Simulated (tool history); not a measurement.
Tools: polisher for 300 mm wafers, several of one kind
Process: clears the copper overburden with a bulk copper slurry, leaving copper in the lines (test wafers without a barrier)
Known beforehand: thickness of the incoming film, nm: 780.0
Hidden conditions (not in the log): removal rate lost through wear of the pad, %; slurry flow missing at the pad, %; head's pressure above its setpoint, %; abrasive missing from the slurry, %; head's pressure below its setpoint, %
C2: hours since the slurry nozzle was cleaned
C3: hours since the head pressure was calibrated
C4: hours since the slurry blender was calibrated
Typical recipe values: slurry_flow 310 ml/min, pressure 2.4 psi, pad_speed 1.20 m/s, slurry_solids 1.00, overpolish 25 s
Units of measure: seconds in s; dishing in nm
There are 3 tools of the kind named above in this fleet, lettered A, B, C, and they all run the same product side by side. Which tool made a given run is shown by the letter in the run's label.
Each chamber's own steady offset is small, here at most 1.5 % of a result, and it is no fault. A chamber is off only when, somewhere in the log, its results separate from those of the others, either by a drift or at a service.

-- hour=2.7 chamber B: head pressure recalibrated
run 1A hour=5.5 | slurry_flow=310 pressure=2.4 pad_speed=1.20 slurry_solids=1.00 overpolish=25 | wafers_polished_on_this_pad=186 C2=60.5 C3=708.5 C4=96.6 | seconds=77.979 dishing=85.704
-- hour=8.7 chamber C: worn pad replaced by a new one
run 2B hour=9.8 | slurry_flow=310 pressure=2.4 pad_speed=1.20 slurry_solids=1.00 overpolish=25 | wafers_polished_on_this_pad=614 C2=219.4 C3=7.2 C4=30.2 | seconds=78.077 dishing=84.850
run 3C hour=13.0 | slurry_flow=310 pressure=2.4 pad_speed=1.20 slurry_solids=1.00 overpolish=25 | wafers_polished_on_this_pad=46 C2=300.7 C3=310.6 C4=72.6 | seconds=77.736 dishing=91.198
run 4B hour=16.2 | slurry_flow=310 pressure=2.4 pad_speed=1.20 slurry_solids=1.00 overpolish=25 | wafers_polished_on_this_pad=684 C2=225.8 C3=13.6 C4=36.6 | seconds=79.678 dishing=88.269
run 5C hour=20.7 | slurry_flow=310 pressure=2.4 pad_speed=1.20 slurry_solids=1.00 overpolish=25 | wafers_polished_on_this_pad=130 C2=308.4 C3=318.3 C4=80.3 | seconds=79.693 dishing=88.679
run 6A hour=24.8 | slurry_flow=310 pressure=2.4 pad_speed=1.20 slurry_solids=1.00 overpolish=25 | wafers_polished_on_this_pad=396 C2=79.8 C3=727.8 C4=115.9 | seconds=76.691 dishing=86.208
run 7B hour=28.4 | slurry_flow=310 pressure=2.4 pad_speed=1.20 slurry_solids=1.00 overpolish=25 | wafers_polished_on_this_pad=816 C2=238.0 C3=25.8 C4=48.8 | seconds=75.637 dishing=83.922
run 8C hour=34.9 | slurry_flow=310 pressure=2.4 pad_speed=1.20 slurry_solids=1.00 overpolish=25 | wafers_polished_on_this_pad=284 C2=322.6 C3=332.5 C4=94.5 | seconds=78.949 dishing=87.855
run 9A hour=40.7 | slurry_flow=310 pressure=2.4 pad_speed=1.20 slurry_solids=1.00 overpolish=25 | wafers_polished_on_this_pad=569 C2=95.7 C3=743.7 C4=131.8 | seconds=78.818 dishing=85.885
-- hour=43.0 chamber B: worn pad replaced by a new one
run 10B hour=44.9 | slurry_flow=310 pressure=2.4 pad_speed=1.20 slurry_solids=1.00 overpolish=25 | wafers_polished_on_this_pad=21 C2=254.5 C3=42.3 C4=65.3 | seconds=77.104 dishing=83.546
run 11C hour=48.9 | slurry_flow=310 pressure=2.4 pad_speed=1.20 slurry_solids=1.00 overpolish=25 | wafers_polished_on_this_pad=436 C2=336.6 C3=346.5 C4=108.5 | seconds=77.447 dishing=84.133
run 12A hour=52.2 | slurry_flow=310 pressure=2.4 pad_speed=1.60 slurry_solids=1.00 overpolish=25 | wafers_polished_on_this_pad=694 C2=107.2 C3=755.2 C4=143.3 | seconds=59.243 dishing=90.681
run 13A hour=56.6 | slurry_flow=310 pressure=2.4 pad_speed=1.60 slurry_solids=1.00 overpolish=25 | wafers_polished_on_this_pad=742 C2=111.6 C3=759.6 C4=147.7 | seconds=57.403 dishing=95.650
run 14C hour=61.6 | slurry_flow=310 pressure=2.4 pad_speed=1.60 slurry_solids=1.00 overpolish=25 | wafers_polished_on_this_pad=574 C2=349.3 C3=359.2 C4=121.2 | seconds=60.267 dishing=92.097
run 15B hour=68.4 | slurry_flow=310 pressure=2.4 pad_speed=1.20 slurry_solids=1.00 overpolish=25 | wafers_polished_on_this_pad=276 C2=278.0 C3=65.8 C4=88.8 | seconds=79.180 dishing=84.621
run 16C hour=73.5 | slurry_flow=310 pressure=2.4 pad_speed=1.20 slurry_solids=1.00 overpolish=25 | wafers_polished_on_this_pad=704 C2=361.2 C3=371.1 C4=133.1 | seconds=82.133 dishing=84.867
run 17B hour=76.6 | slurry_flow=310 pressure=2.4 pad_speed=1.20 slurry_solids=1.00 overpolish=25 | wafers_polished_on_this_pad=366 C2=286.2 C3=74.0 C4=97.0 | seconds=77.789 dishing=85.724
run 18A hour=83.3 | slurry_flow=310 pressure=2.4 pad_speed=1.20 slurry_solids=1.00 overpolish=25 | wafers_polished_on_this_pad=1032 C2=138.3 C3=786.3 C4=174.4 | seconds=79.066 dishing=82.023
-- hour=84.7 chamber A: worn pad replaced by a new one
run 19B hour=87.2 | slurry_flow=245 pressure=3.1 pad_speed=1.20 slurry_solids=1.00 overpolish=25 | wafers_polished_on_this_pad=481 C2=296.8 C3=84.6 C4=107.6 | seconds=60.097 dishing=92.329
run 20C hour=91.1 | slurry_flow=245 pressure=3.1 pad_speed=1.20 slurry_solids=1.00 overpolish=25 | wafers_polished_on_this_pad=895 C2=378.8 C3=388.7 C4=150.7 | seconds=65.660 dishing=98.962
run 21A hour=96.6 | slurry_flow=245 pressure=3.1 pad_speed=1.20 slurry_solids=1.00 overpolish=25 | wafers_polished_on_this_pad=129 C2=151.6 C3=799.6 C4=187.7 | seconds=61.634 dishing=97.926
run 22C hour=102.5 | slurry_flow=310 pressure=2.4 pad_speed=1.20 slurry_solids=1.00 overpolish=25 | wafers_polished_on_this_pad=1019 C2=390.2 C3=400.1 C4=162.1 | seconds=83.480 dishing=90.627
run 23B hour=106.6 | slurry_flow=310 pressure=2.4 pad_speed=1.20 slurry_solids=1.00 overpolish=25 | wafers_polished_on_this_pad=692 C2=316.2 C3=104.0 C4=127.0 | seconds=77.443 dishing=86.176
run 24A hour=109.7 | slurry_flow=405 pressure=2.4 pad_speed=1.20 slurry_solids=1.10 overpolish=25 | wafers_polished_on_this_pad=272 C2=164.7 C3=812.7 C4=200.8 | seconds=75.292 dishing=88.892
run 25C hour=113.9 | slurry_flow=405 pressure=2.4 pad_speed=1.20 slurry_solids=1.10 overpolish=25 | wafers_polished_on_this_pad=1143 C2=401.6 C3=411.5 C4=173.5 | seconds=80.300 dishing=79.353
run 26B hour=119.9 | slurry_flow=405 pressure=2.4 pad_speed=1.20 slurry_solids=1.10 overpolish=25 | wafers_polished_on_this_pad=836 C2=329.5 C3=117.3 C4=140.3 | seconds=74.497 dishing=81.934
run 27A hour=126.2 | slurry_flow=310 pressure=2.4 pad_speed=1.20 slurry_solids=1.00 overpolish=25 | wafers_polished_on_this_pad=451 C2=181.2 C3=829.2 C4=217.3 | seconds=76.850 dishing=87.028
run 28B hour=131.3 | slurry_flow=310 pressure=2.4 pad_speed=1.20 slurry_solids=1.00 overpolish=25 | wafers_polished_on_this_pad=960 C2=340.9 C3=128.7 C4=151.7 | seconds=78.672 dishing=85.854
run 29C hour=135.5 | slurry_flow=310 pressure=2.4 pad_speed=1.20 slurry_solids=1.00 overpolish=25 | wafers_polished_on_this_pad=1377 C2=423.2 C3=433.1 C4=195.1 | seconds=84.082 dishing=84.321
run 30A hour=138.7 | slurry_flow=310 pressure=2.4 pad_speed=1.20 slurry_solids=1.00 overpolish=25 | wafers_polished_on_this_pad=587 C2=193.7 C3=841.7 C4=229.8 | seconds=79.056 dishing=84.584
run 31C hour=142.7 | slurry_flow=310 pressure=2.8 pad_speed=1.20 slurry_solids=1.30 overpolish=25 | wafers_polished_on_this_pad=1456 C2=430.4 C3=440.3 C4=202.3 | seconds=68.355 dishing=93.213
run 32B hour=148.1 | slurry_flow=310 pressure=2.8 pad_speed=1.20 slurry_solids=1.30 overpolish=25 | wafers_polished_on_this_pad=1142 C2=357.7 C3=145.5 C4=168.5 | seconds=63.106 dishing=93.338
run 33A hour=153.2 | slurry_flow=310 pressure=2.8 pad_speed=1.20 slurry_solids=1.30 overpolish=25 | wafers_polished_on_this_pad=745 C2=208.2 C3=856.2 C4=244.3 | seconds=62.490 dishing=96.780
-- hour=155.3 chamber B: worn pad replaced by a new one
run 34C hour=157.6 | slurry_flow=310 pressure=2.4 pad_speed=1.54 slurry_solids=1.00 overpolish=25 | wafers_polished_on_this_pad=1618 C2=445.3 C3=455.2 C4=217.2 | seconds=67.245 dishing=86.955
run 35B hour=163.0 | slurry_flow=310 pressure=2.4 pad_speed=1.54 slurry_solids=1.00 overpolish=25 | wafers_polished_on_this_pad=84 C2=372.6 C3=160.4 C4=183.4 | seconds=60.085 dishing=90.372
run 36A hour=168.7 | slurry_flow=310 pressure=2.4 pad_speed=1.54 slurry_solids=1.00 overpolish=25 | wafers_polished_on_this_pad=913 C2=223.7 C3=871.7 C4=259.8 | seconds=58.786 dishing=91.868

Next, every chamber runs the same settings. What will each give?
run 37A hour=173.6 | slurry_flow=310 pressure=2.4 pad_speed=1.20 slurry_solids=1.15 overpolish=25 | seconds=? dishing=?
run 37B hour=173.6 | slurry_flow=310 pressure=2.4 pad_speed=1.20 slurry_solids=1.15 overpolish=25 | seconds=? dishing=?
run 37C hour=173.6 | slurry_flow=310 pressure=2.4 pad_speed=1.20 slurry_solids=1.15 overpolish=25 | seconds=? dishing=?

run=37A seconds=74.558 dishing=86.942
run=37B seconds=75.580 dishing=86.617
run=37C seconds=85.219 dishing=85.298

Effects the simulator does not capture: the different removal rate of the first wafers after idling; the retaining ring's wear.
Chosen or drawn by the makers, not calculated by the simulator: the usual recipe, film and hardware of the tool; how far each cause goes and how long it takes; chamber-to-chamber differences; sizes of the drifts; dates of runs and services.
